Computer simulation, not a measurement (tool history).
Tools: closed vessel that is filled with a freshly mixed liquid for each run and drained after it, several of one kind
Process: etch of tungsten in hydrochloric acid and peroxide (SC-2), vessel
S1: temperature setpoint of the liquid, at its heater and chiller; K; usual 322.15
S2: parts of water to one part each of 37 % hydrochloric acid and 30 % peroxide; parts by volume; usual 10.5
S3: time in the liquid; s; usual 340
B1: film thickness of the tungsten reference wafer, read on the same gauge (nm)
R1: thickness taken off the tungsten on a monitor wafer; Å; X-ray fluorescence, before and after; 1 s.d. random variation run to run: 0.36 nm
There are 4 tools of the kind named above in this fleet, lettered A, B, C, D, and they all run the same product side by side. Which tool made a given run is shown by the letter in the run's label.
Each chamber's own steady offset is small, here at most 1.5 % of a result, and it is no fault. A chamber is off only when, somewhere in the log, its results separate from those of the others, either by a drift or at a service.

run,hour,S1,S2,S3,B1,R1
1B,12.3,322.15,10.5,340,130.01,565.91
2A,20.5,322.15,10.5,340,130.02,564.88
# hour 26.1: chamber D: thermometer replaced
3D,28.2,322.15,10.5,340,129.99,561.66
4C,39.7,322.15,10.5,340,129.98,567.80
5A,49.5,322.15,10.5,340,129.98,561.69
6B,61.5,322.15,10.5,340,129.97,565.77
7D,70.3,322.15,10.5,340,130.02,561.21
8C,82.4,322.15,10.5,340,129.98,571.74
9B,89.0,322.15,10.5,340,129.99,558.70
10D,95.2,322.15,10.5,340,129.99,555.67
11A,105.8,322.15,10.5,340,130.00,562.05
# hour 117.7: chamber D: chemicals flow meter replaced
12C,117.9,322.15,10.5,340,130.03,565.44
13B,124.3,316.65,7.0,340,130.01,538.46
14C,135.0,316.65,7.0,340,129.98,543.14
# hour 138.0: chamber D: new drum of peroxide connected
15A,143.4,316.65,7.0,340,129.99,537.42
16D,154.0,316.65,7.0,340,130.01,537.43
17B,163.9,322.15,10.5,340,129.98,565.64
18A,170.9,322.15,10.5,340,130.01,562.89
19C,178.0,322.15,10.5,340,129.99,565.86
20D,190.0,322.15,10.5,340,129.99,570.74
21C,198.6,322.15,10.5,340,130.00,574.64
22D,206.4,322.15,10.5,340,130.01,565.21
23A,216.9,322.15,10.5,340,130.01,563.38
24B,228.9,322.15,10.5,340,129.98,584.28
25C,234.7,322.15,10.5,340,130.00,571.11
26B,241.0,322.15,10.5,340,129.98,582.88
27D,249.1,322.15,10.5,340,130.04,568.33
28A,256.7,318.65,10.5,275,130.03,357.23
29A,262.4,318.65,10.5,275,130.00,355.70
30C,272.4,318.65,10.5,275,130.02,364.18
31B,284.1,318.65,10.5,275,130.00,379.01
32D,291.5,322.15,10.5,340,129.98,561.23
33C,300.2,322.15,15.0,510,129.99,626.65
34D,307.8,322.15,15.0,510,130.01,626.29
35A,315.6,322.15,15.0,510,130.00,618.09
# hour 326.2: chamber A: chemicals flow meter replaced
36B,327.5,322.15,15.0,510,130.04,676.59
37D,334.1,322.15,10.5,340,130.01,570.55
38A,343.9,322.15,10.5,340,130.00,563.14
39B,354.6,322.15,10.5,340,129.99,607.95

For the next run the whole fleet of 4 chambers uses the same settings. Give each chamber's results:
40A,363.5,322.15,10.5,340,,?
40B,363.5,322.15,10.5,340,,?
40C,363.5,322.15,10.5,340,,?
40D,363.5,322.15,10.5,340,,?

run,R1
40A,570.19
40B,607.42
40C,563.48
40D,564.86
